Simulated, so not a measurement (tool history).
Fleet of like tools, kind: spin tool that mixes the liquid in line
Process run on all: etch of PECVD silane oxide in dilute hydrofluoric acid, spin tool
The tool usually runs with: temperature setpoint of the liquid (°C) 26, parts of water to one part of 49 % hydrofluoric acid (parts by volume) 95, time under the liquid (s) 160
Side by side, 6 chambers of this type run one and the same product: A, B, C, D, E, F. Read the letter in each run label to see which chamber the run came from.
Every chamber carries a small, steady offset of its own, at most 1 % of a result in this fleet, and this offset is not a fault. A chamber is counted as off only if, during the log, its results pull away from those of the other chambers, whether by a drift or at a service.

| run | hour | temperature setpoint of the liquid (°C) | parts of water to one part of 49 % hydrofluoric acid (parts by volume) | time under the liquid (s) | read-back film thickness of the PECVD silane oxide reference wafer, read on the same gauge (nm) | thickness taken off the PECVD silane oxide on a monitor wafer (angstrom) |
|---|---|---|---|---|---|---|
| 1C | 4.9 | 26 | 95 | 160 | 79.999 | 412.72 |
| 2D | 8.3 | 26 | 95 | 160 | 80.025 | 418.44 |
| 3A | 12.8 | 26 | 95 | 160 | 80.021 | 415.76 |
| 4B | 16.5 | 26 | 95 | 160 | 80.035 | 419.03 |
| 5E | 18.9 | 26 | 95 | 160 | 79.985 | 418.20 |
| 6F | 24.0 | 26 | 95 | 160 | 80.007 | 421.77 |
| 7C | 26.4 | 26 | 65 | 160 | 79.983 | 637.91 |
| 8B | 29.5 | 26 | 65 | 160 | 79.991 | 637.89 |
| 9F | 34.5 | 26 | 65 | 160 | 79.975 | 647.24 |
|  | 38.2 | chamber F: thermometer replaced |
|  | 39.4 | chamber C: hydrofluoric acid flow meter replaced |
| 10A | 39.6 | 26 | 65 | 160 | 80.003 | 623.84 |
| 11D | 44.6 | 26 | 65 | 160 | 79.975 | 617.83 |
| 12E | 48.3 | 26 | 65 | 160 | 79.984 | 640.78 |
| 13D | 50.9 | 26 | 125 | 160 | 79.960 | 307.61 |
| 14A | 54.5 | 26 | 125 | 160 | 80.005 | 308.84 |
| 15E | 57.6 | 26 | 125 | 160 | 79.977 | 305.78 |
| 16F | 62.1 | 26 | 125 | 160 | 79.988 | 305.02 |
| 17B | 64.7 | 26 | 125 | 160 | 80.000 | 308.69 |
| 18C | 67.3 | 26 | 125 | 160 | 79.994 | 306.55 |
| 19D | 70.6 | 26 | 95 | 160 | 79.972 | 412.73 |
| 20F | 73.0 | 26 | 95 | 160 | 80.033 | 417.49 |
| 21E | 76.1 | 26 | 95 | 160 | 79.935 | 419.95 |
| 22A | 79.8 | 26 | 95 | 160 | 79.988 | 424.31 |
| 23C | 83.5 | 26 | 95 | 160 | 79.988 | 415.14 |
| 24B | 86.7 | 26 | 95 | 160 | 80.017 | 409.89 |
| 25F | 89.3 | 26 | 50 | 220 | 80.015 | 1179.90 |
| 26C | 91.8 | 26 | 50 | 220 | 80.000 | 1156.00 |
| 27E | 94.1 | 26 | 50 | 220 | 80.033 | 1188.60 |
| 28A | 98.0 | 26 | 50 | 220 | 80.000 | 1145.90 |
| 29D | 101.9 | 26 | 50 | 220 | 79.999 | 1132.60 |
| 30B | 104.9 | 26 | 50 | 220 | 79.978 | 1187.40 |
| 31E | 110.0 | 26 | 95 | 160 | 80.008 | 420.33 |
| 32F | 113.9 | 26 | 95 | 160 | 79.983 | 415.33 |
| 33D | 116.4 | 26 | 95 | 160 | 79.977 | 411.61 |
| 34A | 120.7 | 26 | 95 | 160 | 80.004 | 419.54 |
| 35B | 125.6 | 26 | 95 | 160 | 80.005 | 417.78 |
| 36C | 130.7 | 26 | 95 | 160 | 80.025 | 406.88 |
| 37B | 134.2 | 24 | 95 | 160 | 80.003 | 388.30 |
| 38E | 137.8 | 24 | 95 | 160 | 79.970 | 390.41 |
| 39A | 142.0 | 24 | 95 | 160 | 80.002 | 387.93 |
| 40D | 146.9 | 24 | 95 | 160 | 80.010 | 388.73 |

Read the log: is a single chamber off, either drifting away or since a service, is the gauge that measures every chamber drifting, or is nothing wrong beyond small per-chamber offsets? Name any odd chamber and what most likely caused it.

Beyond each chamber's small constant offset nothing stands out, and the gauge stays steady.

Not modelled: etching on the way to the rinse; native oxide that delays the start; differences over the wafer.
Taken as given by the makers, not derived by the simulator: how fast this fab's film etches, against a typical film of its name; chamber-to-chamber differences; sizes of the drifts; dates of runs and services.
